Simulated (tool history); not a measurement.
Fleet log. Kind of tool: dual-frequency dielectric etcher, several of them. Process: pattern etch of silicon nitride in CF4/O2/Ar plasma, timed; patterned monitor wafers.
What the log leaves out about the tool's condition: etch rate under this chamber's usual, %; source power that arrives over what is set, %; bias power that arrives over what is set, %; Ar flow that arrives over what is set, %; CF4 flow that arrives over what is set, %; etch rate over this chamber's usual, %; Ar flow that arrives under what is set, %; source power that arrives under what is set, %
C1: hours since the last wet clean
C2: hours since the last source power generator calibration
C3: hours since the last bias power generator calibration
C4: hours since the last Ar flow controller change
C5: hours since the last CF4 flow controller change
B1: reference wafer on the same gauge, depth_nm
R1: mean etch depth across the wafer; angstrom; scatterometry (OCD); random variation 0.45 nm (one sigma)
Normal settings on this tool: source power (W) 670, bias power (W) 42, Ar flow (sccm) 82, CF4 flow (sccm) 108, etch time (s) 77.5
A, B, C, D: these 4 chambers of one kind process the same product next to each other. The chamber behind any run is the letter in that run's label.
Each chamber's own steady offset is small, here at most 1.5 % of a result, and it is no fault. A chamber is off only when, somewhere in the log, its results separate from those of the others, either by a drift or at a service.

{"run": "1D", "day": 0.383, "source power (W)": 670, "bias power (W)": 42, "Ar flow (sccm)": 82, "CF4 flow (sccm)": 108, "etch time (s)": 77.5, "C1": 56.7, "C2": 1880, "C3": 2025.9, "C4": 556.4, "C5": 1617.9, "B1": 151.98, "R1": 1851}
{"run": "2C", "day": 0.75, "source power (W)": 670, "bias power (W)": 42, "Ar flow (sccm)": 82, "CF4 flow (sccm)": 108, "etch time (s)": 77.5, "C1": 144.4, "C2": 2591, "C3": 1247, "C4": 155.3, "C5": 85.1, "B1": 152.03, "R1": 1828.4}
{"run": "3A", "day": 1.017, "source power (W)": 670, "bias power (W)": 42, "Ar flow (sccm)": 82, "CF4 flow (sccm)": 108, "etch time (s)": 77.5, "C1": 201.4, "C2": 835.3, "C3": 154.5, "C4": 750.1, "C5": 4042.6, "B1": 151.99, "R1": 1856.4}
{"run": "4B", "day": 1.388, "source power (W)": 670, "bias power (W)": 42, "Ar flow (sccm)": 82, "CF4 flow (sccm)": 108, "etch time (s)": 77.5, "C1": 223.5, "C2": 1508.4, "C3": 393.8, "C4": 4448.6, "C5": 480.3, "B1": 151.97, "R1": 1822.3}
{"run": "5D", "day": 1.696, "source power (W)": 670, "bias power (W)": 42, "Ar flow (sccm)": 82, "CF4 flow (sccm)": 108, "etch time (s)": 77.5, "C1": 88.2, "C2": 1911.5, "C3": 2057.4, "C4": 587.9, "C5": 1649.4, "B1": 152.02, "R1": 1846.3}
{"run": "6A", "day": 1.921, "source power (W)": 670, "bias power (W)": 42, "Ar flow (sccm)": 82, "CF4 flow (sccm)": 108, "etch time (s)": 77.5, "C1": 223.1, "C2": 857, "C3": 176.2, "C4": 771.8, "C5": 4064.3, "B1": 151.94, "R1": 1855.5}
{"day": 2.279, "done": "chamber A: CF4 flow controller replaced"}
{"run": "7C", "day": 2.342, "source power (W)": 670, "bias power (W)": 50, "Ar flow (sccm)": 82, "CF4 flow (sccm)": 108, "etch time (s)": 77.5, "C1": 182.6, "C2": 2629.2, "C3": 1285.2, "C4": 193.5, "C5": 123.3, "B1": 151.97, "R1": 1947.4}
{"run": "8B", "day": 2.596, "source power (W)": 670, "bias power (W)": 50, "Ar flow (sccm)": 82, "CF4 flow (sccm)": 108, "etch time (s)": 77.5, "C1": 252.5, "C2": 1537.4, "C3": 422.8, "C4": 4477.6, "C5": 509.3, "B1": 152.01, "R1": 1942.8}
{"run": "9D", "day": 2.829, "source power (W)": 670, "bias power (W)": 50, "Ar flow (sccm)": 82, "CF4 flow (sccm)": 108, "etch time (s)": 77.5, "C1": 115.4, "C2": 1938.7, "C3": 2084.6, "C4": 615.1, "C5": 1676.6, "B1": 151.95, "R1": 1961.8}
{"run": "10C", "day": 3.171, "source power (W)": 670, "bias power (W)": 50, "Ar flow (sccm)": 82, "CF4 flow (sccm)": 108, "etch time (s)": 77.5, "C1": 202.5, "C2": 2649.1, "C3": 1305.1, "C4": 213.4, "C5": 143.2, "B1": 151.99, "R1": 1943.1}
{"run": "11A", "day": 3.529, "source power (W)": 670, "bias power (W)": 42, "Ar flow (sccm)": 82, "CF4 flow (sccm)": 108, "etch time (s)": 77.5, "C1": 261.7, "C2": 895.6, "C3": 214.8, "C4": 810.4, "C5": 30, "B1": 152.06, "R1": 1858.4}
{"run": "12B", "day": 3.833, "source power (W)": 670, "bias power (W)": 42, "Ar flow (sccm)": 82, "CF4 flow (sccm)": 108, "etch time (s)": 77.5, "C1": 282.2, "C2": 1567.1, "C3": 452.5, "C4": 4507.3, "C5": 539, "B1": 151.89, "R1": 1825.4}
{"run": "13A", "day": 4.233, "source power (W)": 670, "bias power (W)": 42, "Ar flow (sccm)": 82, "CF4 flow (sccm)": 108, "etch time (s)": 77.5, "C1": 278.6, "C2": 912.5, "C3": 231.7, "C4": 827.3, "C5": 46.9, "B1": 151.89, "R1": 1868.1}
{"run": "14C", "day": 4.508, "source power (W)": 670, "bias power (W)": 42, "Ar flow (sccm)": 82, "CF4 flow (sccm)": 86, "etch time (s)": 94.5, "C1": 234.6, "C2": 2681.2, "C3": 1337.2, "C4": 245.5, "C5": 175.3, "B1": 151.93, "R1": 2176.5}
{"run": "15D", "day": 4.854, "source power (W)": 670, "bias power (W)": 42, "Ar flow (sccm)": 82, "CF4 flow (sccm)": 86, "etch time (s)": 94.5, "C1": 164, "C2": 1987.3, "C3": 2133.2, "C4": 663.7, "C5": 1725.2, "B1": 152.07, "R1": 2187}
{"run": "16B", "day": 5.275, "source power (W)": 670, "bias power (W)": 42, "Ar flow (sccm)": 82, "CF4 flow (sccm)": 86, "etch time (s)": 94.5, "C1": 316.8, "C2": 1601.7, "C3": 487.1, "C4": 4541.9, "C5": 573.6, "B1": 151.9, "R1": 2167.3}
{"run": "17C", "day": 5.546, "source power (W)": 670, "bias power (W)": 42, "Ar flow (sccm)": 82, "CF4 flow (sccm)": 86, "etch time (s)": 94.5, "C1": 259.5, "C2": 2706.1, "C3": 1362.1, "C4": 270.4, "C5": 200.2, "B1": 152.01, "R1": 2168.2}
{"run": "18A", "day": 5.758, "source power (W)": 670, "bias power (W)": 42, "Ar flow (sccm)": 82, "CF4 flow (sccm)": 108, "etch time (s)": 77.5, "C1": 315.2, "C2": 949.1, "C3": 268.3, "C4": 863.9, "C5": 83.5, "B1": 151.96, "R1": 1858.9}
{"run": "19B", "day": 6.083, "source power (W)": 670, "bias power (W)": 42, "Ar flow (sccm)": 63, "CF4 flow (sccm)": 108, "etch time (s)": 95.5, "C1": 336.2, "C2": 1621.1, "C3": 506.5, "C4": 4561.3, "C5": 593, "B1": 151.94, "R1": 2313.9}
{"run": "20D", "day": 6.388, "source power (W)": 670, "bias power (W)": 42, "Ar flow (sccm)": 63, "CF4 flow (sccm)": 108, "etch time (s)": 95.5, "C1": 200.8, "C2": 2024.1, "C3": 2170, "C4": 700.5, "C5": 1762, "B1": 151.99, "R1": 2346.8}
{"run": "21D", "day": 6.604, "source power (W)": 670, "bias power (W)": 42, "Ar flow (sccm)": 63, "CF4 flow (sccm)": 108, "etch time (s)": 95.5, "C1": 206, "C2": 2029.3, "C3": 2175.2, "C4": 705.7, "C5": 1767.2, "B1": 151.98, "R1": 2336.5}
{"run": "22C", "day": 6.879, "source power (W)": 670, "bias power (W)": 42, "Ar flow (sccm)": 63, "CF4 flow (sccm)": 108, "etch time (s)": 95.5, "C1": 291.5, "C2": 2738.1, "C3": 1394.1, "C4": 302.4, "C5": 232.2, "B1": 152.09, "R1": 2294.8}
{"run": "23B", "day": 7.238, "source power (W)": 670, "bias power (W)": 42, "Ar flow (sccm)": 82, "CF4 flow (sccm)": 108, "etch time (s)": 77.5, "C1": 363.9, "C2": 1648.8, "C3": 534.2, "C4": 4589, "C5": 620.7, "B1": 152.06, "R1": 1821.7}
{"run": "24A", "day": 7.542, "source power (W)": 670, "bias power (W)": 42, "Ar flow (sccm)": 82, "CF4 flow (sccm)": 108, "etch time (s)": 77.5, "C1": 358, "C2": 991.9, "C3": 311.1, "C4": 906.7, "C5": 126.3, "B1": 152.05, "R1": 1858.1}
{"run": "25A", "day": 7.817, "source power (W)": 670, "bias power (W)": 42, "Ar flow (sccm)": 82, "CF4 flow (sccm)": 108, "etch time (s)": 77.5, "C1": 364.6, "C2": 998.5, "C3": 317.7, "C4": 913.3, "C5": 132.9, "B1": 152.06, "R1": 1861.7}
{"run": "26D", "day": 8.012, "source power (W)": 670, "bias power (W)": 42, "Ar flow (sccm)": 82, "CF4 flow (sccm)": 108, "etch time (s)": 77.5, "C1": 239.8, "C2": 2063.1, "C3": 2209, "C4": 739.5, "C5": 1801, "B1": 152.12, "R1": 1836.5}
{"run": "27B", "day": 8.325, "source power (W)": 670, "bias power (W)": 42, "Ar flow (sccm)": 82, "CF4 flow (sccm)": 108, "etch time (s)": 77.5, "C1": 390, "C2": 1674.9, "C3": 560.3, "C4": 4615.1, "C5": 646.8, "B1": 152.03, "R1": 1829.3}
{"run": "28C", "day": 8.679, "source power (W)": 670, "bias power (W)": 42, "Ar flow (sccm)": 82, "CF4 flow (sccm)": 108, "etch time (s)": 77.5, "C1": 334.7, "C2": 2781.3, "C3": 1437.3, "C4": 345.6, "C5": 275.4, "B1": 151.96, "R1": 1795.1}
{"run": "29D", "day": 9.029, "source power (W)": 670, "bias power (W)": 42, "Ar flow (sccm)": 82, "CF4 flow (sccm)": 108, "etch time (s)": 77.5, "C1": 264.2, "C2": 2087.5, "C3": 2233.4, "C4": 763.9, "C5": 1825.4, "B1": 151.93, "R1": 1842.1}
{"run": "30A", "day": 9.354, "source power (W)": 670, "bias power (W)": 42, "Ar flow (sccm)": 82, "CF4 flow (sccm)": 108, "etch time (s)": 77.5, "C1": 401.5, "C2": 1035.4, "C3": 354.6, "C4": 950.2, "C5": 169.8, "B1": 151.98, "R1": 1853.3}
{"run": "31B", "day": 9.75, "source power (W)": 670, "bias power (W)": 42, "Ar flow (sccm)": 82, "CF4 flow (sccm)": 108, "etch time (s)": 77.5, "C1": 424.2, "C2": 1709.1, "C3": 594.5, "C4": 4649.3, "C5": 681, "B1": 151.99, "R1": 1825.8}
{"run": "32C", "day": 10.133, "source power (W)": 670, "bias power (W)": 42, "Ar flow (sccm)": 82, "CF4 flow (sccm)": 108, "etch time (s)": 77.5, "C1": 369.6, "C2": 2816.2, "C3": 1472.2, "C4": 380.5, "C5": 310.3, "B1": 151.99, "R1": 1783.7}
{"run": "33A", "day": 10.383, "source power (W)": 670, "bias power (W)": 42, "Ar flow (sccm)": 82, "CF4 flow (sccm)": 108, "etch time (s)": 77.5, "C1": 426.2, "C2": 1060.1, "C3": 379.3, "C4": 974.9, "C5": 194.5, "B1": 152.04, "R1": 1852.1}
{"run": "34C", "day": 10.638, "source power (W)": 670, "bias power (W)": 42, "Ar flow (sccm)": 82, "CF4 flow (sccm)": 108, "etch time (s)": 77.5, "C1": 381.7, "C2": 2828.3, "C3": 1484.3, "C4": 392.6, "C5": 322.4, "B1": 151.86, "R1": 1781.5}
{"run": "35D", "day": 11.004, "source power (W)": 670, "bias power (W)": 42, "Ar flow (sccm)": 82, "CF4 flow (sccm)": 108, "etch time (s)": 77.5, "C1": 311.6, "C2": 2134.9, "C3": 2280.8, "C4": 811.3, "C5": 1872.8, "B1": 151.99, "R1": 1851.3}
{"run": "36B", "day": 11.233, "source power (W)": 670, "bias power (W)": 42, "Ar flow (sccm)": 82, "CF4 flow (sccm)": 108, "etch time (s)": 77.5, "C1": 459.8, "C2": 1744.7, "C3": 630.1, "C4": 4684.9, "C5": 716.6, "B1": 151.96, "R1": 1828.6}

Decide between three cases: one chamber stands off from its peers, the gauge reading all wafers drifts, or nothing is wrong past each chamber's small offset. Where a chamber is off, say which and what most likely put it there.

Little by little, chamber C moves away from the other chambers.
Most likely cause: source power that arrives under what is set, % = 3.98.
The log may not tell that from: etch rate under this chamber's usual, %.

Chamber C could run next with any of the 4 candidate recipes listed below; each alters the usual settings, and their results appear as question marks. Which one brings its results back in line with what the other chambers deliver on the usual settings?
In line here means within this much of the mean the other chambers give on the usual settings: R1 16 angstrom
{"run": "37C-1", "day": 11.55, "source power (W)": 670, "bias power (W)": 42, "Ar flow (sccm)": 82, "CF4 flow (sccm)": 90, "etch time (s)": 77.5, "R1": "?"}
{"run": "37C-2", "day": 11.55, "source power (W)": 680, "bias power (W)": 42, "Ar flow (sccm)": 82, "CF4 flow (sccm)": 108, "etch time (s)": 80, "R1": "?"}
{"run": "37C-3", "day": 11.55, "source power (W)": 660, "bias power (W)": 42, "Ar flow (sccm)": 82, "CF4 flow (sccm)": 108, "etch time (s)": 75.5, "R1": "?"}
{"run": "37C-4", "day": 11.55, "source power (W)": 670, "bias power (W)": 42, "Ar flow (sccm)": 82, "CF4 flow (sccm)": 108, "etch time (s)": 79.5, "R1": "?"}

Mean of the other chambers on the usual settings: R1 1845.4 angstrom
run=37C-1 R1=1725.8
run=37C-2 R1=1846.3
run=37C-3 R1=1697
run=37C-4 R1=1810.9
Change 37C-2 lands the chamber within the allowed miss of the other chambers.
